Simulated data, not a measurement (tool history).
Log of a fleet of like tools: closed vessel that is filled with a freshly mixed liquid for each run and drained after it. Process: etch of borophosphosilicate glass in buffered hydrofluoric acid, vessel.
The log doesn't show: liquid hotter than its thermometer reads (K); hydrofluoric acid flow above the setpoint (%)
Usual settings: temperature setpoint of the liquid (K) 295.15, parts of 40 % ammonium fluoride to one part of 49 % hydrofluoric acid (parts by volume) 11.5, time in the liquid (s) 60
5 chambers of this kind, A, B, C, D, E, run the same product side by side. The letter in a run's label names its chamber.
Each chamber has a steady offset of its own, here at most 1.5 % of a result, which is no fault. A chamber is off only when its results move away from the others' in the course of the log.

run   hour  temperature setpoint of the liquid (K)  parts of 40 % ammonium fluoride to one part of 49 % hydrofluoric acid (parts by volume)  time in the liquid (s)  hours since the thermometer was replaced  hours since the hydrofluoric acid flow meter was replaced  read-back film thickness of the borophosphosilicate glass reference wafer, read on the same gauge (nm)  thickness taken off the borophosphosilicate glass on a monitor wafer (Å)
 1E    9.5                                  295.15                                                                                     11.5                      60                                     886.1                                                       2008                                                                                                  30.004                                                                    914.53
 2A   19.3                                  295.15                                                                                     11.5                      60                                    1031.7                                                      757.4                                                                                                  30.036                                                                    906.24
 3C   30.6                                  295.15                                                                                     11.5                      60                                     320.9                                                     1710.5                                                                                                  30.002                                                                    916.07
 4D   45.7                                  295.15                                                                                     11.5                      60                                     750.3                                                      443.7                                                                                                  29.989                                                                    912.86
 5B   60.3                                  295.15                                                                                     11.5                      60                                       890                                                     1260.8                                                                                                  29.966                                                                    913.35
      67.4  -- chamber D: hydrofluoric acid flow meter replaced
 6E   75.4                                  295.15                                                                                     11.5                      60                                       952                                                     2073.9                                                                                                  29.971                                                                     903.8
 7D   84.7                                  295.15                                                                                     11.5                      60                                     789.3                                                       17.4                                                                                                      30                                                                    910.09
 8C     97                                  295.15                                                                                     11.5                      60                                     387.3                                                     1776.9                                                                                                  29.991                                                                    907.55
 9B  108.5                                  295.15                                                                                     11.5                      60                                     938.2                                                       1309                                                                                                  30.059                                                                    923.23
10A  123.3                                  295.15                                                                                     11.5                      60                                    1135.7                                                      861.4                                                                                                  29.971                                                                    909.54
11A  133.2                                  295.15                                                                                     11.5                      60                                    1145.6                                                      871.3                                                                                                   29.98                                                                    906.93
12E  148.3                                  295.15                                                                                     11.5                      60                                    1024.9                                                     2146.8                                                                                                  29.973                                                                    903.94
13D  160.9                                  295.15                                                                                     11.5                      60                                     865.5                                                       93.6                                                                                                  30.014                                                                     911.2
14C  174.5                                  290.65                                                                                       10                      60                                     464.8                                                     1854.4                                                                                                  30.042                                                                     815.7
15B  187.9                                  290.65                                                                                       10                      60                                    1017.6                                                     1388.4                                                                                                  30.013                                                                    827.52
     195.7  -- chamber C: hydrofluoric acid flow meter replaced
16C  198.3                                  290.65                                                                                       10                      60                                     488.6                                                        2.6                                                                                                  30.008                                                                    805.79
17A  210.3                                  290.65                                                                                       10                      60                                    1222.7                                                      948.4                                                                                                  30.006                                                                    807.53
18D    219                                  290.65                                                                                       10                      60                                     923.6                                                      151.7                                                                                                  30.006                                                                    824.22
19E  233.4                                  295.15                                                                                     11.5                      60                                      1110                                                     2231.9                                                                                                  29.965                                                                    911.79
20B  243.5                                  295.15                                                                                     11.5                      60                                    1073.2                                                       1444                                                                                                  29.999                                                                    922.79
21B  253.5                                  295.15                                                                                     11.5                      60                                    1083.2                                                       1454                                                                                                  29.946                                                                    917.34
     260.6  -- chamber B: thermometer replaced
22A  266.1                                  295.15                                                                                     11.5                      60                                    1278.5                                                     1004.2                                                                                                  30.038                                                                    893.78
23D  273.9                                  295.15                                                                                     11.5                      60                                     978.5                                                      206.6                                                                                                  30.015                                                                    911.48
24E  286.5                                  295.15                                                                                     11.5                      60                                    1163.1                                                       2285                                                                                                  30.008                                                                    896.97
25C  300.4                                  295.15                                                                                     11.5                      60                                     590.7                                                      104.7                                                                                                  30.027                                                                    906.11
26C  312.2                                  295.15                                                                                     11.5                      60                                     602.5                                                      116.5                                                                                                  30.029                                                                    912.93
27B  321.3                                  295.15                                                                                     11.5                      60                                      60.7                                                     1521.8                                                                                                  29.995                                                                    925.01
     331.8  -- chamber A: hydrofluoric acid flow meter replaced
28D  334.8                                  295.15                                                                                     11.5                      60                                    1039.4                                                      267.5                                                                                                  29.986                                                                    919.57
29A  342.3                                  295.15                                                                                     11.5                      60                                    1354.7                                                       10.5                                                                                                  29.999                                                                    905.53
30E  351.3                                  295.15                                                                                     11.5                      60                                    1227.9                                                     2349.8                                                                                                   30.02                                                                    909.61
31D  365.4                                  295.15                                                                                     11.5                      60                                      1070                                                      298.1                                                                                                  30.037                                                                    909.14

All 5 chambers run these settings next. Forecast each chamber's results:
32A  376.6                                  295.15                                                                                      7.5                      60                                                                                                                                                                                                                                                                                      ?
32B  376.6                                  295.15                                                                                      7.5                      60                                                                                                                                                                                                                                                                                      ?
32C  376.6                                  295.15                                                                                      7.5                      60                                                                                                                                                                                                                                                                                      ?
32D  376.6                                  295.15                                                                                      7.5                      60                                                                                                                                                                                                                                                                                      ?
32E  376.6                                  295.15                                                                                      7.5                      60                                                                                                                                                                                                                                                                                      ?

run  thickness taken off the borophosphosilicate glass on a monitor wafer (Å)
32A                                                                    1363.4
32B                                                                    1375.4
32C                                                                      1365
32D                                                                    1365.7
32E                                                                    1347.4
